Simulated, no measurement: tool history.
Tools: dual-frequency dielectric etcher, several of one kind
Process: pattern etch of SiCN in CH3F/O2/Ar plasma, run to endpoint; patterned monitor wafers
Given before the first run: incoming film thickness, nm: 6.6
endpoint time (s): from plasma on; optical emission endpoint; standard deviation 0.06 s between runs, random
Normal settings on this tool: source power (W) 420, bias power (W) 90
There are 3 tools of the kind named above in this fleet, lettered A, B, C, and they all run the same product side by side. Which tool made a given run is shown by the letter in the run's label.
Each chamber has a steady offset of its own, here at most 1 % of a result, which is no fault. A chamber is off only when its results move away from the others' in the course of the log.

run 1A hour=9.6 | source_power_(W)=420 bias_power_(W)=90 | endpoint_time_(s)=15.782
run 2B hour=22.8 | source_power_(W)=420 bias_power_(W)=90 | endpoint_time_(s)=15.939
run 3C hour=35.4 | source_power_(W)=420 bias_power_(W)=90 | endpoint_time_(s)=15.958
run 4B hour=46.1 | source_power_(W)=420 bias_power_(W)=90 | endpoint_time_(s)=15.960
run 5A hour=57.8 | source_power_(W)=420 bias_power_(W)=90 | endpoint_time_(s)=15.940
run 6C hour=67.4 | source_power_(W)=420 bias_power_(W)=90 | endpoint_time_(s)=15.871
run 7B hour=76.4 | source_power_(W)=420 bias_power_(W)=90 | endpoint_time_(s)=16.005
-- hour=88.5 chamber A: wet clean of the chamber
run 8A hour=89.1 | source_power_(W)=420 bias_power_(W)=90 | endpoint_time_(s)=15.822
run 9C hour=97.9 | source_power_(W)=420 bias_power_(W)=90 | endpoint_time_(s)=15.900
-- hour=99.7 chamber C: wet clean of the chamber
run 10C hour=104.9 | source_power_(W)=510 bias_power_(W)=110 | endpoint_time_(s)=13.315
run 11B hour=114.7 | source_power_(W)=510 bias_power_(W)=110 | endpoint_time_(s)=13.781
run 12A hour=129.5 | source_power_(W)=510 bias_power_(W)=110 | endpoint_time_(s)=13.711
run 13C hour=141.7 | source_power_(W)=420 bias_power_(W)=90 | endpoint_time_(s)=15.372
run 14B hour=155.5 | source_power_(W)=420 bias_power_(W)=90 | endpoint_time_(s)=16.102
run 15A hour=163.6 | source_power_(W)=420 bias_power_(W)=90 | endpoint_time_(s)=15.835
run 16A hour=176.5 | source_power_(W)=420 bias_power_(W)=90 | endpoint_time_(s)=15.873
run 17B hour=189.0 | source_power_(W)=420 bias_power_(W)=90 | endpoint_time_(s)=16.047
run 18C hour=198.8 | source_power_(W)=420 bias_power_(W)=90 | endpoint_time_(s)=15.485
run 19C hour=213.4 | source_power_(W)=420 bias_power_(W)=90 | endpoint_time_(s)=15.477
run 20B hour=221.2 | source_power_(W)=420 bias_power_(W)=90 | endpoint_time_(s)=15.988

Which is it: a chamber that has drifted or been left off by a service, a gauge drift common to all chambers, or only each chamber's usual small offset? If a chamber is off, name it and its likeliest cause.

Chamber C came out of a service off from its peers and stayed that way.
What lies behind it: etch rate over this chamber's usual, % = 3.06.

Chamber C could run next with any of the 4 candidate recipes listed below; each alters the usual settings, and their results appear as question marks. Which one brings its results back in line with what the other chambers deliver on the usual settings?
Maximum distance from the other chambers' mean on the usual settings for a result to count as in line: endpoint time (s) 0.210
run 21C-1 hour=232.5 | source_power_(W)=430 bias_power_(W)=90 | endpoint_time_(s)=?
run 21C-2 hour=232.5 | source_power_(W)=420 bias_power_(W)=88 | endpoint_time_(s)=?
run 21C-3 hour=232.5 | source_power_(W)=400 bias_power_(W)=86 | endpoint_time_(s)=?
run 21C-4 hour=232.5 | source_power_(W)=440 bias_power_(W)=94 | endpoint_time_(s)=?

Usual-settings mean across the other chambers: endpoint time (s) 15.906
run=21C-1 endpoint_time_(s)=15.284
run=21C-2 endpoint_time_(s)=15.544
run=21C-3 endpoint_time_(s)=15.959
run=21C-4 endpoint_time_(s)=14.917
21C-3 puts the chamber back in line with the other chambers.
